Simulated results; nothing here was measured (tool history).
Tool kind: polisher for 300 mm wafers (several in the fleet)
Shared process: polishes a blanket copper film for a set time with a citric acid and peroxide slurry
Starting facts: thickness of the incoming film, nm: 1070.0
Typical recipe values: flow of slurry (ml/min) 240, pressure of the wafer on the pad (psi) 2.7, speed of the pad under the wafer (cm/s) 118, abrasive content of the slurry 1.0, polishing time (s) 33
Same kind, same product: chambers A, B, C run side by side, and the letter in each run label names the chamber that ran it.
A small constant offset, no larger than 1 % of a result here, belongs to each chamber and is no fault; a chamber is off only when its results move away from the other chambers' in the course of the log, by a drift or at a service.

run,day,flow of slurry (ml/min),pressure of the wafer on the pad (psi),speed of the pad under the wafer (cm/s),abrasive content of the slurry,polishing time (s),film removed (nm)
1A,0.296,240,2.7,118,1.0,33,77.833
# day 0.471: chamber C: worn pad replaced by a new one
2B,0.725,240,2.7,118,1.0,33,78.005
3C,1.267,240,2.7,118,1.0,33,78.438
# day 1.371: chamber B: slurry nozzle cleaned
4A,1.683,240,2.7,118,1.0,33,78.150
# day 1.692: chamber A: slurry blender recalibrated
# day 1.958: chamber B: worn pad replaced by a new one
# day 1.983: chamber A: worn pad replaced by a new one
5B,2.179,240,2.7,118,1.0,33,78.305
6C,2.596,240,2.7,118,1.0,33,77.077
7A,3.171,240,2.7,118,1.0,33,78.167
8B,3.633,295,2.7,118,0.8,33,75.837
9C,3.992,295,2.7,118,0.8,33,76.184
# day 4.133: chamber C: worn pad replaced by a new one
10A,4.533,295,2.7,118,0.8,33,75.939
# day 4.571: chamber B: worn pad replaced by a new one
# day 4.871: chamber B: head pressure recalibrated
# day 5.000: chamber C: slurry blender recalibrated
11C,5.088,240,2.7,118,1.0,33,77.087
# day 5.288: chamber A: worn pad replaced by a new one
12B,5.571,240,2.7,118,1.0,33,77.206
# day 5.688: chamber C: head pressure recalibrated
13B,6.096,240,2.7,118,1.0,33,78.060
14C,6.546,240,2.7,118,1.0,33,84.066
15A,6.854,240,2.7,138,1.1,33,92.342
16C,7.288,240,2.7,138,1.1,33,100.270
17A,7.862,240,2.7,138,1.1,33,91.165
# day 7.871: chamber B: worn pad replaced by a new one
18B,8.417,240,3.5,156,1.0,33,134.380
# day 8.512: chamber C: worn pad replaced by a new one
19B,8.842,240,3.5,156,1.0,33,133.180
# day 9.175: chamber A: slurry blender recalibrated
# day 9.396: chamber A: worn pad replaced by a new one
20A,9.454,240,3.5,156,1.0,33,131.730
21C,9.742,240,2.7,118,1.0,33,83.841
22C,10.283,240,2.7,90,1.0,33,63.889
# day 10.438: chamber B: worn pad replaced by a new one
23A,10.550,240,2.7,90,1.0,33,59.247
24B,11.162,240,2.7,90,1.0,33,59.929
25B,11.438,240,2.7,118,1.0,33,77.151
26C,11.954,240,2.7,118,1.0,33,83.301
# day 12.554: chamber C: worn pad replaced by a new one
27A,12.558,240,2.7,118,1.0,33,77.531
28C,12.888,240,2.7,118,1.0,33,83.032
# day 13.200: chamber A: worn pad replaced by a new one
29B,13.250,240,2.7,118,1.0,33,78.377
# day 13.350: chamber B: slurry blender recalibrated
# day 13.612: chamber B: worn pad replaced by a new one
30A,13.771,240,2.7,118,1.0,33,76.793
# day 14.029: chamber B: slurry nozzle cleaned
31C,14.338,240,2.7,118,1.0,33,84.135
32B,14.729,240,2.7,118,1.0,33,78.387
33A,15.054,240,2.7,118,1.0,33,78.020

Decide between three cases: one chamber stands off from its peers, the gauge reading all wafers drifts, or nothing is wrong past each chamber's small offset. Where a chamber is off, say which and what most likely put it there.

Chamber C came out of a service off from its peers and stayed that way.
Cause: head's pressure above its setpoint, % = 7.69.

Which of the 4 candidates below, each the usual settings with something changed and its results left as question marks, puts chamber C back in line with what the other chambers give on the usual settings?
Allowed miss from the other chambers' usual-settings mean, per result, to count as in line: film removed (nm) 2.400
34C-1,15.492,240,2.8,122,1.0,33,?
34C-2,15.492,240,2.7,128,1.0,36,?
34C-3,15.492,240,2.6,118,1.0,32,?
34C-4,15.492,240,2.6,110,1.0,31,?

On the usual settings, the other chambers give on average: film removed (nm) 77.442
run,film removed (nm)
34C-1,89.130
34C-2,98.391
34C-3,77.768
34C-4,70.291
The answer is 34C-3, which returns the chamber to within the allowed miss of the others.
